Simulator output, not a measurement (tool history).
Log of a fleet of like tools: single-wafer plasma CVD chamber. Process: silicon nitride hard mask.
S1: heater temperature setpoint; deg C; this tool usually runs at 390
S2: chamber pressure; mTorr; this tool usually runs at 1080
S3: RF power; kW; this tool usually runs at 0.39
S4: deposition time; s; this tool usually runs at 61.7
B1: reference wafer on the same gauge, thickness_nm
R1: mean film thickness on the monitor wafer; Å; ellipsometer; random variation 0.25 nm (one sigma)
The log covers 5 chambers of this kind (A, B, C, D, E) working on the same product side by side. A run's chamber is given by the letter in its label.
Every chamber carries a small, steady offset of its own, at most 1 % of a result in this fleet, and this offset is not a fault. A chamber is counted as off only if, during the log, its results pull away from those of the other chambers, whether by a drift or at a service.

run	hour	S1	S2	S3	S4	B1	R1
# hour 1: chamber E: thermocouple changed; heater temperature recalibrated
1E	11.2	390	1080	0.39	61.7	83.259	744.19
2D	18.5	390	1080	0.39	61.7	83.262	741.33
3C	26.6	390	1080	0.39	61.7	83.186	747.78
4B	36.3	390	1080	0.39	61.7	83.23	744.02
5A	47.4	390	1080	0.39	61.7	83.255	749.12
6D	59.7	390	1080	0.35	70.7	83.23	794.21
7E	70.5	390	1080	0.35	70.7	83.2	789.84
8C	80.9	390	1080	0.35	70.7	83.194	801.54
9B	92.2	390	1080	0.35	70.7	83.228	794.25
10A	107.3	390	1080	0.35	70.7	83.219	798.91
11A	122.8	390	1080	0.39	61.7	83.236	749.25
12C	134.2	390	1080	0.39	61.7	83.151	748.68
13E	140.9	390	1080	0.39	61.7	83.261	743.02
14D	153.2	390	1080	0.39	61.7	83.234	740.89
15B	166.1	390	900	0.39	61.7	83.18	691.32
16A	178.6	390	900	0.39	61.7	83.167	702.5
17D	193.5	390	900	0.39	61.7	83.237	692.86
18E	204.6	390	900	0.39	61.7	83.203	694.08
19C	212.3	390	900	0.39	61.7	83.209	701.4
20B	224.3	390	1080	0.39	61.7	83.107	733.91
21D	231.5	390	1080	0.39	61.7	83.173	739.48
22E	239.6	390	1080	0.39	61.7	83.209	738.77
# hour 249.4: chamber A: thermocouple changed; heater temperature recalibrated
23A	254.4	390	1080	0.39	61.7	83.132	748.13
24B	268.1	390	1080	0.39	61.7	83.261	721.72
25C	279.8	390	1080	0.39	61.7	83.199	746.47
26B	294.2	390	1080	0.39	61.7	83.205	725.57
27A	307.9	401	1080	0.39	50.3	83.227	606.94
28C	319	401	1080	0.39	50.3	83.127	604.5
29E	329.5	401	1080	0.39	50.3	83.232	602.04
30D	344.7	401	1080	0.39	50.3	83.22	601.87
31C	358.1	401	1080	0.39	50.3	83.196	605.58
32E	367	390	1080	0.39	61.7	83.172	741.42
33D	381.4	390	1080	0.39	50.1	83.204	597.3

Is one chamber off against the others, does the gauge drift, or is nothing wrong? If a chamber is off, say which, and what the likeliest cause is.

Little by little, chamber B moves away from the other chambers.
What lies behind it: delivered RF power below the setpoint (%) = 5.32.
Not necessarily distinguishable in this log from: true pressure below the setpoint (%).

Which of the 4 candidates below, each the usual settings with something changed and its results left as question marks, puts chamber B back in line with what the other chambers give on the usual settings?
In-line tolerance around the mean of the other chambers on the usual settings: R1 8.7 Å
34B-1	392.5	390	1080	0.39	65.7		?
34B-2	392.5	390	1040	0.375	61.7		?
34B-3	392.5	390	1080	0.39	57.7		?
34B-4	392.5	390	1100	0.39	63.6		?

Mean of the other chambers on the usual settings: R1 743.43 Å
run	R1
34B-1	764.38
34B-2	691.69
34B-3	671.44
34B-4	744.48
Change 34B-4 lands the chamber within the allowed miss of the other chambers.
